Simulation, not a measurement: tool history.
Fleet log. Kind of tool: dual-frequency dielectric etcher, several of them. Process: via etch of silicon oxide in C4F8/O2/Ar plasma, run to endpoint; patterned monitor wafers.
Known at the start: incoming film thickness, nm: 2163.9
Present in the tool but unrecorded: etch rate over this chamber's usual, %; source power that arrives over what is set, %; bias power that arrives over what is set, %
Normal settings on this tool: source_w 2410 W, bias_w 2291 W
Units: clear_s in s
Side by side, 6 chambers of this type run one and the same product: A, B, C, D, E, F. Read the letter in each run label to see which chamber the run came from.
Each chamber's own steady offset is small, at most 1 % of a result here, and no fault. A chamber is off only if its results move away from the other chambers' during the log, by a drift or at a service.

run     day  source_w  bias_w  hours since the last wet clean  hours since the last source power generator calibration  hours since the last bias power generator calibration  clear_s
      0.338  -- chamber C: wet clean of the chamber
 1E   0.475      2410    2291                           222.6                                                    613.8                                                 2359.2   379.44
      0.525  -- chamber B: wet clean of the chamber
 2A   0.821      2410    2291                            50.6                                                   1669.7                                                 1718.5    378.2
 3B   1.462      2410    2291                            22.5                                                    602.8                                                  721.8   380.87
 4C   2.083      2410    2291                            41.9                                                   2996.6                                                 1994.8   381.66
 5D   2.642      2410    2291                           137.8                                                   2298.3                                                  349.7   383.65
 6F   3.304      2410    2291                           140.3                                                      537                                                  748.3    383.2
 7D   3.708      2410    2291                           163.4                                                   2323.9                                                  375.3   378.63
 8E   4.146      2410    2291                           310.7                                                    701.9                                                 2447.3   373.66
 9F   4.521      2410    2291                           169.5                                                    566.2                                                  777.5   383.15
10A   5.154      2410    2291                           154.6                                                   1773.7                                                 1822.5   381.15
11B   5.704      2410    2291                           124.3                                                    704.6                                                  823.6    378.9
12C   6.238      2410    2291                           141.6                                                   3096.3                                                 2094.5   377.71
13A   6.738      2690    2084                           192.6                                                   1811.7                                                 1860.5   375.29
14D   7.283      2690    2084                           249.2                                                   2409.7                                                  461.1   378.36
15F   7.712      2690    2084                           246.1                                                    642.8                                                  854.1   371.12
16E   8.283      2690    2084                             410                                                    801.2                                                 2546.6   373.45
17B   8.896      2690    2084                           200.9                                                    781.2                                                  900.2   372.21
18C    9.35      2690    2084                           216.3                                                     3171                                                 2169.2   371.96
19E   9.833      2410    2291                           447.2                                                    838.4                                                 2583.8   378.12
20B  10.288      2410    2291                           234.3                                                    814.6                                                  933.6    379.6
21F  10.788      2410    2291                           319.9                                                    716.6                                                  927.9   381.55
22D  11.338      2410    2291                           346.5                                                     2507                                                  558.4   379.71
23C  11.754      2410    2291                             274                                                   3228.7                                                 2226.9   378.98
     11.771  -- chamber E: bias power generator calibrated
     12.096  -- chamber E: wet clean of the chamber
24A  12.317      2410    2291                           326.5                                                   1945.6                                                 1994.4   386.26
     12.362  -- chamber D: wet clean of the chamber
25B  12.671      2410    2291                           291.5                                                    871.8                                                  990.8   377.74
     12.904  -- chamber F: wet clean of the chamber
26A  13.046      2410    2291                             344                                                   1963.1                                                 2011.9   380.96
27F  13.388      1850    2044                            11.7                                                      779                                                  990.3   439.02
28E  13.817      1850    2044                            41.4                                                      934                                                   49.1   436.39
29C  14.408      1850    2044                           337.7                                                   3292.4                                                 2290.6   433.19
     14.621  -- chamber A: wet clean of the chamber
30D  14.925      1850    2044                            61.5                                                   2593.1                                                  644.5   426.56
31E  15.221      1850    2044                            75.1                                                    967.7                                                   82.8   432.25
32D  15.838      1850    2044                            83.4                                                     2615                                                  666.4   422.05
     15.912  -- chamber C: wet clean of the chamber
33B  16.462      2410    2291                           382.5                                                    962.8                                                 1081.8   381.44
34C      17      2410    2291                            26.2                                                   3354.6                                                 2352.8    375.6
35A  17.671      2410    2291                            73.3                                                   2074.1                                                 2122.9    379.3
36F  18.254      2410    2291                           128.5                                                    895.8                                                 1107.1   377.78
37C  18.662      2410    2291                            66.1                                                   3394.5                                                 2392.7   374.09
38B  19.038      2410    2291                           444.3                                                   1024.6                                                 1143.6   381.84
39D  19.662      2410    2291                           175.2                                                   2706.8                                                  758.2   362.76
40E  19.954      2410    2086                           188.7                                                   1081.3                                                  196.4   388.52

For the next run the whole fleet of 6 chambers uses the same settings. Give each chamber's results:
41A  20.438      2650    2291                                                                                                                                                        ?
41B  20.438      2650    2291                                                                                                                                                        ?
41C  20.438      2650    2291                                                                                                                                                        ?
41D  20.438      2650    2291                                                                                                                                                        ?
41E  20.438      2650    2291                                                                                                                                                        ?
41F  20.438      2650    2291                                                                                                                                                        ?

run  clear_s
41A   367.64
41B   367.25
41C    362.1
41D   354.75
41E   364.22
41F   366.71

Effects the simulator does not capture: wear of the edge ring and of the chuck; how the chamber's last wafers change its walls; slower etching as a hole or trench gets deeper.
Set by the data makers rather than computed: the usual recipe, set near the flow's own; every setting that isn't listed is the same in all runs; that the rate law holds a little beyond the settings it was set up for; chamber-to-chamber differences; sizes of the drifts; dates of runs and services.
